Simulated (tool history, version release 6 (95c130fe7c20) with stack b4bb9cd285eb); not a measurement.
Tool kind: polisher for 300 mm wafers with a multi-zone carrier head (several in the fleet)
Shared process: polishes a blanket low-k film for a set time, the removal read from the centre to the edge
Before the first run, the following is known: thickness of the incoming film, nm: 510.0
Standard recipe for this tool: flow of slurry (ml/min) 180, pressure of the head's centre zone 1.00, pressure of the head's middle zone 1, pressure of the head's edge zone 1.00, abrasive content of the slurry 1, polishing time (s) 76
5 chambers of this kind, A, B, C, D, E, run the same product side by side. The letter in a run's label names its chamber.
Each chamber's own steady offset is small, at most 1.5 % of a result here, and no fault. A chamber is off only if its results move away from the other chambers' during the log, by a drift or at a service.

| run | hour | flow of slurry (ml/min) | pressure of the head's centre zone | pressure of the head's middle zone | pressure of the head's edge zone | abrasive content of the slurry | polishing time (s) | film removed at the wafer's centre (Å) | film removed at mid-radius (Å) | film removed at the wafer's edge (Å) |
|---|---|---|---|---|---|---|---|---|---|---|
|  | 2.7 | chamber C: slurry nozzle cleaned |
|  | 4.2 | chamber C: centre zone pressure recalibrated |
| 1B | 12.8 | 180 | 1.00 | 1 | 1.00 | 1 | 76 | 304.32 | 305.41 | 307.01 |
| 2A | 26.3 | 180 | 1.00 | 1 | 1.00 | 1 | 76 | 310.52 | 308.29 | 302.91 |
| 3E | 33.5 | 180 | 1.00 | 1 | 1.00 | 1 | 76 | 306.89 | 300.60 | 312.25 |
| 4D | 41.4 | 180 | 1.00 | 1 | 1.00 | 1 | 76 | 298.51 | 304.92 | 309.59 |
| 5C | 48.5 | 180 | 1.00 | 1 | 1.00 | 1 | 76 | 302.10 | 308.76 | 312.60 |
| 6B | 62.3 | 180 | 1.00 | 1 | 1.00 | 1 | 76 | 307.87 | 305.03 | 310.34 |
|  | 66.5 | chamber E: worn pad replaced by a new one |
|  | 68.8 | chamber A: worn pad replaced by a new one |
| 7D | 76.0 | 180 | 1.00 | 1 | 1.00 | 1 | 76 | 315.13 | 305.53 | 304.53 |
|  | 82.6 | chamber C: worn pad replaced by a new one |
| 8C | 83.1 | 180 | 0.96 | 1 | 0.95 | 1 | 76 | 287.07 | 307.96 | 298.76 |
| 9A | 93.9 | 180 | 0.96 | 1 | 0.95 | 1 | 76 | 286.04 | 308.00 | 300.64 |
|  | 94.0 | chamber A: slurry nozzle cleaned |
|  | 97.0 | chamber B: worn pad replaced by a new one |
| 10E | 105.4 | 180 | 0.96 | 1 | 0.95 | 1 | 76 | 290.22 | 305.95 | 305.81 |
| 11B | 116.7 | 180 | 0.96 | 1 | 0.95 | 1 | 76 | 293.29 | 303.15 | 297.41 |
| 12E | 125.6 | 180 | 0.96 | 1 | 0.95 | 1 | 76 | 304.14 | 304.46 | 302.49 |
| 13D | 136.1 | 180 | 1.00 | 1 | 1.00 | 1 | 76 | 303.37 | 307.01 | 312.83 |
| 14A | 143.5 | 180 | 1.00 | 1 | 1.00 | 1 | 76 | 304.45 | 304.87 | 306.51 |
| 15C | 152.3 | 180 | 1.00 | 1 | 1.00 | 1 | 76 | 306.97 | 307.03 | 310.16 |
|  | 160.9 | chamber A: worn pad replaced by a new one |
| 16A | 162.8 | 180 | 1.00 | 1 | 1.00 | 1 | 76 | 311.73 | 305.97 | 305.37 |
|  | 168.4 | chamber B: centre zone pressure recalibrated |
| 17C | 173.1 | 180 | 1.00 | 1 | 1.00 | 1 | 76 | 309.28 | 307.91 | 307.54 |
|  | 173.2 | chamber A: centre zone pressure recalibrated |
|  | 177.1 | chamber A: edge zone pressure recalibrated |
| 18B | 186.3 | 180 | 1.00 | 1 | 0.92 | 1 | 76 | 310.96 | 305.91 | 293.46 |
| 19E | 193.6 | 180 | 1.00 | 1 | 0.92 | 1 | 76 | 304.69 | 304.44 | 298.19 |
| 20D | 205.2 | 180 | 1.00 | 1 | 0.92 | 1 | 76 | 292.70 | 289.61 | 276.34 |
| 21D | 215.4 | 180 | 1.00 | 1 | 0.92 | 1 | 76 | 281.26 | 292.75 | 284.00 |
|  | 220.2 | chamber C: edge zone pressure recalibrated |
|  | 220.5 | chamber B: worn pad replaced by a new one |
| 22A | 224.7 | 180 | 1.00 | 1 | 0.92 | 1 | 76 | 310.18 | 305.63 | 292.30 |
|  | 227.6 | chamber C: worn pad replaced by a new one |
|  | 227.8 | chamber C: slurry nozzle cleaned |
|  | 231.7 | chamber E: worn pad replaced by a new one |
| 23B | 234.6 | 180 | 0.89 | 1 | 1.00 | 1 | 76 | 267.73 | 308.47 | 301.90 |
| 24C | 248.6 | 180 | 0.89 | 1 | 1.00 | 1 | 76 | 268.36 | 307.52 | 308.84 |
|  | 255.1 | chamber A: worn pad replaced by a new one |
| 25E | 260.1 | 180 | 0.89 | 1 | 1.00 | 1 | 76 | 279.68 | 310.20 | 307.84 |
| 26D | 269.6 | 180 | 0.89 | 1 | 1.00 | 1 | 76 | 236.75 | 278.49 | 280.07 |
| 27A | 283.4 | 180 | 0.89 | 1 | 1.00 | 1 | 76 | 268.91 | 307.05 | 304.88 |
| 28C | 294.4 | 180 | 1.00 | 1 | 1.00 | 1 | 76 | 306.41 | 306.21 | 311.66 |
| 29E | 305.0 | 180 | 1.00 | 1 | 1.00 | 1 | 76 | 304.94 | 299.59 | 310.43 |
| 30B | 315.7 | 180 | 1.00 | 1 | 1.00 | 1 | 76 | 305.14 | 309.04 | 309.46 |

Each of the 5 chambers runs these same settings next. Fill in every chamber's results:
| 31A | 326.4 | 180 | 1.00 | 1 | 1.00 | 1 | 76 | ? | ? | ? |
| 31B | 326.4 | 180 | 1.00 | 1 | 1.00 | 1 | 76 | ? | ? | ? |
| 31C | 326.4 | 180 | 1.00 | 1 | 1.00 | 1 | 76 | ? | ? | ? |
| 31D | 326.4 | 180 | 1.00 | 1 | 1.00 | 1 | 76 | ? | ? | ? |
| 31E | 326.4 | 180 | 1.00 | 1 | 1.00 | 1 | 76 | ? | ? | ? |

| run | film removed at the wafer's centre (Å) | film removed at mid-radius (Å) | film removed at the wafer's edge (Å) |
|---|---|---|---|
| 31A | 311.38 | 309.05 | 303.75 |
| 31B | 307.42 | 309.17 | 312.57 |
| 31C | 306.78 | 305.49 | 307.80 |
| 31D | 267.66 | 264.25 | 265.45 |
| 31E | 316.34 | 303.41 | 310.12 |
